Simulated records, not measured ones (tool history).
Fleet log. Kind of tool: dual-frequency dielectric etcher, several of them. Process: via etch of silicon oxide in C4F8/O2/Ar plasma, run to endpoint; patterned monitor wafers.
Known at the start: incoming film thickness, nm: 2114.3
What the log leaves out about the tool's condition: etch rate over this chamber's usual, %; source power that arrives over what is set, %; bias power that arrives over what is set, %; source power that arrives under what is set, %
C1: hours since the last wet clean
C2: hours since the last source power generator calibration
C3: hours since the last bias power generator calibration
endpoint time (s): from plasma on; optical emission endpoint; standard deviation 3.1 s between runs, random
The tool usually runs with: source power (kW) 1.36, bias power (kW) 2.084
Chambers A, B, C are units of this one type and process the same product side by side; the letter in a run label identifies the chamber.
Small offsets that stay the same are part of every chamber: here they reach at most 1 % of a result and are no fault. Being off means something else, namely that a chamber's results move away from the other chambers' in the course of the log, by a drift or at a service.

Run 1C, day 0.525: usual settings; C1 299.7; C2 3504.5; C3 1655. Result: endpoint time (s) 484.65.
Run 2B, day 1.15: usual settings; C1 105.1; C2 512.9; C3 2703.1. Result: endpoint time (s) 486.27.
Run 3A, day 1.662: usual settings; C1 614.8; C2 1436.9; C3 4068.8. Result: endpoint time (s) 481.46.
Run 4A, day 2: usual settings; C1 622.9; C2 1445; C3 4076.9. Result: endpoint time (s) 482.41.
Run 5C, day 2.412: usual settings; C1 345; C2 3549.8; C3 1700.3. Result: endpoint time (s) 482.86.
At day 2.475: chamber C: wet clean of the chamber.
At day 2.65: chamber A: wet clean of the chamber.
Run 6B, day 3.088: usual settings; C1 151.6; C2 559.4; C3 2749.6. Result: endpoint time (s) 485.86.
Run 7B, day 3.758: usual settings; C1 167.7; C2 575.5; C3 2765.7. Result: endpoint time (s) 485.03.
Run 8C, day 4.121: usual settings; C1 39.6; C2 3590.8; C3 1741.3. Result: endpoint time (s) 483.56.
Run 9A, day 4.662: usual settings; C1 48.4; C2 1508.9; C3 4140.8. Result: endpoint time (s) 481.62.
Run 10B, day 4.962: usual settings but source power (kW) 1.58; C1 196.6; C2 604.4; C3 2794.6. Result: endpoint time (s) 456.46.
Run 11A, day 5.312: usual settings but source power (kW) 1.58; C1 64; C2 1524.5; C3 4156.4. Result: endpoint time (s) 456.08.
Run 12C, day 5.804: usual settings but source power (kW) 1.58; C1 80; C2 3631.2; C3 1781.7. Result: endpoint time (s) 458.11.
Run 13A, day 6.367: usual settings; C1 89.3; C2 1549.8; C3 4181.7. Result: endpoint time (s) 478.15.
Run 14C, day 6.675: usual settings; C1 100.9; C2 3652.1; C3 1802.6. Result: endpoint time (s) 485.1.
Run 15B, day 7.1: usual settings but bias power (kW) 2.449; C1 247.9; C2 655.7; C3 2845.9. Result: endpoint time (s) 463.27.
Run 16A, day 7.721: usual settings but bias power (kW) 2.449; C1 121.8; C2 1582.3; C3 4214.2. Result: endpoint time (s) 460.75.
Run 17B, day 8.15: usual settings but bias power (kW) 2.449; C1 273.1; C2 680.9; C3 2871.1. Result: endpoint time (s) 462.05.
Run 18C, day 8.696: usual settings; C1 149.4; C2 3700.6; C3 1851.1. Result: endpoint time (s) 486.93.
Run 19A, day 9.188: usual settings; C1 157; C2 1617.5; C3 4249.4. Result: endpoint time (s) 480.82.
Run 20C, day 9.662: usual settings but bias power (kW) 2.506; C1 172.6; C2 3723.8; C3 1874.3. Result: endpoint time (s) 461.38.
Run 21B, day 10.154: usual settings but bias power (kW) 2.506; C1 321.2; C2 729; C3 2919.2. Result: endpoint time (s) 458.2.
Run 22B, day 10.783: usual settings but bias power (kW) 2.506; C1 336.3; C2 744.1; C3 2934.3. Result: endpoint time (s) 456.72.
Run 23C, day 11.304: usual settings; C1 212; C2 3763.2; C3 1913.7. Result: endpoint time (s) 483.28.
Run 24A, day 11.638: usual settings; C1 215.8; C2 1676.3; C3 4308.2. Result: endpoint time (s) 480.83.
Run 25B, day 12.138: usual settings; C1 368.8; C2 776.6; C3 2966.8. Result: endpoint time (s) 480.33.
Run 26C, day 12.738: usual settings; C1 246.4; C2 3797.6; C3 1948.1. Result: endpoint time (s) 486.
Run 27A, day 13.375: usual settings; C1 257.5; C2 1718; C3 4349.9. Result: endpoint time (s) 477.72.
Run 28C, day 13.712: usual settings; C1 269.8; C2 3821; C3 1971.5. Result: endpoint time (s) 487.6.
Run 29B, day 14.15: usual settings; C1 417.1; C2 824.9; C3 3015.1. Result: endpoint time (s) 484.85.
Run 30A, day 14.604: usual settings; C1 287; C2 1747.5; C3 4379.4. Result: endpoint time (s) 479.65.
Run 31B, day 15.196: usual settings but source power (kW) 1.57, bias power (kW) 2.333; C1 442.2; C2 850; C3 3040.2. Result: endpoint time (s) 444.83.
Run 32C, day 15.879: usual settings but source power (kW) 1.57, bias power (kW) 2.333; C1 321.8; C2 3873; C3 2023.5. Result: endpoint time (s) 439.94.
Run 33A, day 16.367: usual settings but source power (kW) 1.57, bias power (kW) 2.333; C1 329.3; C2 1789.8; C3 4421.7. Result: endpoint time (s) 436.27.
Run 34A, day 17.038: usual settings but source power (kW) 1.65; C1 345.4; C2 1805.9; C3 4437.8. Result: endpoint time (s) 446.56.
At day 17.483: chamber C: wet clean of the chamber.
Run 35C, day 17.662: usual settings but source power (kW) 1.65; C1 4.3; C2 3915.8; C3 2066.3. Result: endpoint time (s) 447.1.
Run 36B, day 18.258: usual settings but source power (kW) 1.65; C1 515.7; C2 923.5; C3 3113.7. Result: endpoint time (s) 453.29.
Run 37C, day 18.917: usual settings; C1 34.4; C2 3945.9; C3 2096.4. Result: endpoint time (s) 493.69.
Run 38B, day 19.579: usual settings; C1 547.4; C2 955.2; C3 3145.4. Result: endpoint time (s) 482.81.
Run 39A, day 20.017: usual settings; C1 416.9; C2 1877.4; C3 4509.3. Result: endpoint time (s) 485.53.

Next, all 3 chambers run the settings below, one line each with question marks for the results. What does each chamber give?
Run 40A, day 20.508: usual settings but source power (kW) 1.57. Result: endpoint time (s) ?.
Run 40B, day 20.508: usual settings but source power (kW) 1.57. Result: endpoint time (s) ?.
Run 40C, day 20.508: usual settings but source power (kW) 1.57. Result: endpoint time (s) ?.

run  endpoint time (s)
40A             454.51
40B              455.6
40C             459.69

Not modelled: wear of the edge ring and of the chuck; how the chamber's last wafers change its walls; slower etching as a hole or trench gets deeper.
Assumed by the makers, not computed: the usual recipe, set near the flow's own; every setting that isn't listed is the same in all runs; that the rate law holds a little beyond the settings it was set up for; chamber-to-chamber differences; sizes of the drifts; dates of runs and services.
